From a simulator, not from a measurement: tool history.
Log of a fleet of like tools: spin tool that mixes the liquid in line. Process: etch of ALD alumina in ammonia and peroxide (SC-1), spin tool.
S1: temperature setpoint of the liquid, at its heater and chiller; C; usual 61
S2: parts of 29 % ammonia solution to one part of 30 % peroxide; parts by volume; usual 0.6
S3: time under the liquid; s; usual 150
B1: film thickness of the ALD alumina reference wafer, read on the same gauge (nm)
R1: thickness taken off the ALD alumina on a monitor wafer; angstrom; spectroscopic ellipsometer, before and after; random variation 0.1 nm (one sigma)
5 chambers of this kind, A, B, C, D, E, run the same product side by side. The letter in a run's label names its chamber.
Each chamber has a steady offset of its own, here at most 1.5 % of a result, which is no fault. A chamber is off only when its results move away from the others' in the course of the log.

{"run": "1A", "hour": 7.4, "S1": 61, "S2": 0.6, "S3": 150, "B1": 39.986, "R1": 111.5}
{"run": "2B", "hour": 15.5, "S1": 61, "S2": 0.6, "S3": 150, "B1": 40.009, "R1": 110.01}
{"run": "3E", "hour": 25.4, "S1": 61, "S2": 0.6, "S3": 150, "B1": 39.99, "R1": 110.7}
{"run": "4C", "hour": 35.0, "S1": 61, "S2": 0.6, "S3": 150, "B1": 39.985, "R1": 112.61}
{"run": "5D", "hour": 40.2, "S1": 61, "S2": 0.6, "S3": 150, "B1": 40.003, "R1": 110.88}
{"run": "6E", "hour": 45.9, "S1": 61, "S2": 0.6, "S3": 150, "B1": 39.969, "R1": 109.24}
{"run": "7A", "hour": 53.4, "S1": 61, "S2": 0.6, "S3": 150, "B1": 39.986, "R1": 109.21}
{"run": "8B", "hour": 59.1, "S1": 61, "S2": 0.6, "S3": 150, "B1": 39.961, "R1": 109.65}
{"run": "9D", "hour": 69.2, "S1": 61, "S2": 0.6, "S3": 150, "B1": 40.015, "R1": 111.09}
{"run": "10C", "hour": 74.8, "S1": 61, "S2": 0.6, "S3": 150, "B1": 39.986, "R1": 113.06}
{"run": "11E", "hour": 85.3, "S1": 61, "S2": 0.6, "S3": 150, "B1": 40.005, "R1": 111.33}
{"run": "12C", "hour": 90.1, "S1": 61, "S2": 0.6, "S3": 150, "B1": 39.985, "R1": 113.3}
{"run": "13A", "hour": 100.2, "S1": 61, "S2": 0.6, "S3": 150, "B1": 39.986, "R1": 110.16}
{"run": "14B", "hour": 109.1, "S1": 61, "S2": 0.6, "S3": 150, "B1": 40.043, "R1": 109.17}
{"run": "15D", "hour": 118.2, "S1": 61, "S2": 0.6, "S3": 150, "B1": 39.996, "R1": 110.62}
{"hour": 127.6, "done": "chamber B: thermometer replaced"}
{"run": "16B", "hour": 128.2, "S1": 61, "S2": 0.6, "S3": 150, "B1": 39.993, "R1": 109.76}
{"run": "17C", "hour": 133.2, "S1": 61, "S2": 0.6, "S3": 150, "B1": 39.968, "R1": 111.43}
{"run": "18D", "hour": 139.8, "S1": 61, "S2": 0.6, "S3": 150, "B1": 40.032, "R1": 110.4}
{"hour": 149.1, "done": "chamber B: new drum of ammonia solution connected"}
{"run": "19A", "hour": 149.5, "S1": 61, "S2": 0.6, "S3": 150, "B1": 40.029, "R1": 112.9}
{"run": "20E", "hour": 155.0, "S1": 61, "S2": 0.6, "S3": 150, "B1": 39.954, "R1": 110.5}
{"run": "21D", "hour": 163.8, "S1": 61, "S2": 0.6, "S3": 150, "B1": 40.001, "R1": 111.88}
{"run": "22B", "hour": 170.9, "S1": 61, "S2": 0.6, "S3": 150, "B1": 39.992, "R1": 107.96}
{"run": "23C", "hour": 178.2, "S1": 61, "S2": 0.6, "S3": 150, "B1": 40.012, "R1": 112.24}
{"run": "24E", "hour": 185.8, "S1": 61, "S2": 0.6, "S3": 150, "B1": 40.016, "R1": 111.22}
{"hour": 190.2, "done": "chamber D: thermometer replaced"}
{"run": "25A", "hour": 191.0, "S1": 61, "S2": 0.6, "S3": 150, "B1": 40.016, "R1": 111.12}
{"hour": 193.1, "done": "chamber B: ammonia flow meter replaced"}
{"run": "26E", "hour": 196.3, "S1": 61, "S2": 0.6, "S3": 150, "B1": 40.04, "R1": 111.64}
{"hour": 206.5, "done": "chamber E: heated supply line repaired"}
{"run": "27D", "hour": 206.7, "S1": 61, "S2": 0.6, "S3": 150, "B1": 40.001, "R1": 109.37}
{"run": "28C", "hour": 216.1, "S1": 61, "S2": 0.6, "S3": 150, "B1": 39.992, "R1": 112.68}
{"run": "29A", "hour": 225.3, "S1": 52, "S2": 0.75, "S3": 150, "B1": 40.019, "R1": 72.151}
{"run": "30B", "hour": 230.5, "S1": 52, "S2": 0.75, "S3": 150, "B1": 40.017, "R1": 67.266}
{"run": "31A", "hour": 239.2, "S1": 52, "S2": 0.75, "S3": 150, "B1": 40.006, "R1": 71.387}
{"run": "32E", "hour": 247.7, "S1": 52, "S2": 0.75, "S3": 150, "B1": 40.026, "R1": 72.13}
{"hour": 254.6, "done": "chamber D: new drum of ammonia solution connected"}
{"run": "33B", "hour": 255.6, "S1": 52, "S2": 0.75, "S3": 150, "B1": 39.986, "R1": 67.635}
{"run": "34D", "hour": 263.9, "S1": 61, "S2": 0.6, "S3": 150, "B1": 39.979, "R1": 109.99}

What goes on in this fleet: one chamber off, a drifting gauge, or nothing beyond the chambers' own small offsets? Name the chamber and the cause, if any.

Chamber B drifts away from the others.
Cause: temperature lost on the way to the wafer (K) = 0.985.

Here are 4 candidates for chamber B's next run, each the usual settings with a change, their results left as question marks. Which one brings its results back in line with what the others give on the usual settings?
In line means no further than this from the other chambers' mean on the usual settings: R1 3.5 angstrom
{"run": "35B-1", "hour": 271.5, "S1": 61, "S2": 0.6, "S3": 140, "R1": "?"}
{"run": "35B-2", "hour": 271.5, "S1": 60, "S2": 0.6, "S3": 140, "R1": "?"}
{"run": "35B-3", "hour": 271.5, "S1": 63.5, "S2": 0.6, "S3": 150, "R1": "?"}
{"run": "35B-4", "hour": 271.5, "S1": 62, "S2": 0.6, "S3": 150, "R1": "?"}

The other chambers' mean on the usual settings: R1 111.63 angstrom
run=35B-1 R1=97.286
run=35B-2 R1=92.353
run=35B-3 R1=118.44
run=35B-4 R1=109.71
35B-4 brings the chamber back in line.
